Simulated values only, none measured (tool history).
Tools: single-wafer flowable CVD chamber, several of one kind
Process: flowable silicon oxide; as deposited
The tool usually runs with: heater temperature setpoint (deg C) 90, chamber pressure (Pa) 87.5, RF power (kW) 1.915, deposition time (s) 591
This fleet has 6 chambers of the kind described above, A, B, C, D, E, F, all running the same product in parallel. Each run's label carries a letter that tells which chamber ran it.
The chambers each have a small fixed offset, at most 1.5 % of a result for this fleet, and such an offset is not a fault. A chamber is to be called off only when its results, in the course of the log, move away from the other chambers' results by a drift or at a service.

run,hour,heater temperature setpoint (deg C),chamber pressure (Pa),RF power (kW),deposition time (s),hours since the last thermocouple change,hours since the last RF generator calibration,hours since the last manometer calibration,"read-back reference wafer on the same gauge, thickness_nm",mean film thickness on the monitor wafer (angstrom)
1A,6.8,90,87.5,1.915,591,926.6,232.7,254,406.84,3806
2C,14.5,90,87.5,1.915,591,365.6,2244.3,65.9,407.19,3759.4
3D,20.9,90,87.5,1.915,591,209.6,142.9,948.5,407.15,3835.8
# hour 24.7: chamber D: capacitance manometer re-zeroed and calibrated
4F,28.8,90,87.5,1.915,591,593.4,425.8,185.3,407.35,3823.7
5E,34.1,90,87.5,1.915,591,886.9,65.6,1430.4,407.61,3821
6B,40.5,90,87.5,1.915,591,983.4,609.9,1188.4,407.5,3773.9
7D,48.2,90,87.5,1.915,591,236.9,170.2,23.5,407.39,3839.3
8C,53.2,90,87.5,1.915,591,404.3,2283,104.6,407.54,3766
9B,57.8,90,87.5,1.915,591,1000.7,627.2,1205.7,407.7,3766
10F,66.4,90,87.5,1.915,591,631,463.4,222.9,407.56,3823.3
11A,74.5,90,107.6,1.915,591,994.3,300.4,321.7,407.74,5030.6
12E,82.6,90,107.6,1.915,591,935.4,114.1,1478.9,407.94,5039.7
13E,89.9,90,107.6,1.915,591,942.7,121.4,1486.2,408.13,5041.6
14D,97.8,90,107.6,1.915,591,286.5,219.8,73.1,408.01,5077.4
15B,104.4,90,107.6,1.915,591,1047.3,673.8,1252.3,408.07,4968.4
16C,112.5,90,107.6,1.915,591,463.6,2342.3,163.9,408.19,4937.8
17F,116.8,90,87.5,1.675,554,681.4,513.8,273.3,408.27,3467
18A,122.9,90,87.5,1.675,554,1042.7,348.8,370.1,408.16,3459.3
19D,129.7,90,87.5,1.675,554,318.4,251.7,105,408.31,3486.7
20E,136.8,90,87.5,1.675,554,989.6,168.3,1533.1,408.39,3469.3
21F,142.4,90,87.5,1.675,554,707,539.4,298.9,408.47,3473.3
# hour 145.6: chamber C: RF generator calibrated
22A,150.5,90,87.5,1.675,554,1070.3,376.4,397.7,408.62,3465.4
23B,155.9,90,87.5,1.915,591,1098.8,725.3,1303.8,408.64,3779.7
24C,163.5,90,87.5,1.915,591,514.6,18,214.9,408.55,3778.6
25D,170.3,90,87.5,1.915,591,359,292.3,145.6,408.92,3860.8
26A,178.7,90,87.5,1.915,591,1098.5,404.6,425.9,408.87,3835.7
27B,187,90,87.5,1.915,591,1129.9,756.4,1334.9,408.9,3795.4
28C,194.6,90,87.5,1.915,591,545.7,49.1,246,409.17,3779.1
29F,202.4,90,87.5,1.915,591,767,599.4,358.9,408.88,3828.5
30E,210,90,87.5,1.915,591,1062.8,241.5,1606.3,409.13,3832.3
31D,217.9,90,87.5,1.915,591,406.6,339.9,193.2,409.26,3869.7
32B,225.5,90,87.5,1.915,591,1168.4,794.9,1373.4,409.29,3787
33A,230.1,90,87.5,1.915,591,1149.9,456,477.3,409.36,3835.5
34E,238.7,90,87.5,1.915,591,1091.5,270.2,1635,409.49,3835.1
35C,245,90,87.5,1.915,591,596.1,99.5,296.4,409.5,3783.5
36F,253.6,90,87.5,1.915,591,818.2,650.6,410.1,409.57,3846.4
37D,262.2,90,87.5,1.915,591,450.9,384.2,237.5,409.66,3863.1
38C,267,90,87.5,1.915,591,618.1,121.5,318.4,409.76,3789.9
39E,274.9,90,87.5,1.915,591,1127.7,306.4,1671.2,409.78,3817.6

The same settings go to every chamber for the next run, one line per chamber below. Forecast the results for each:
40A,281.3,104,87.5,1.915,591,,,,,?
40B,281.3,104,87.5,1.915,591,,,,,?
40C,281.3,104,87.5,1.915,591,,,,,?
40D,281.3,104,87.5,1.915,591,,,,,?
40E,281.3,104,87.5,1.915,591,,,,,?
40F,281.3,104,87.5,1.915,591,,,,,?

run,mean film thickness on the monitor wafer (angstrom)
40A,2393.4
40B,2387.9
40C,2400.8
40D,2424.3
40E,2383.8
40F,2410.9

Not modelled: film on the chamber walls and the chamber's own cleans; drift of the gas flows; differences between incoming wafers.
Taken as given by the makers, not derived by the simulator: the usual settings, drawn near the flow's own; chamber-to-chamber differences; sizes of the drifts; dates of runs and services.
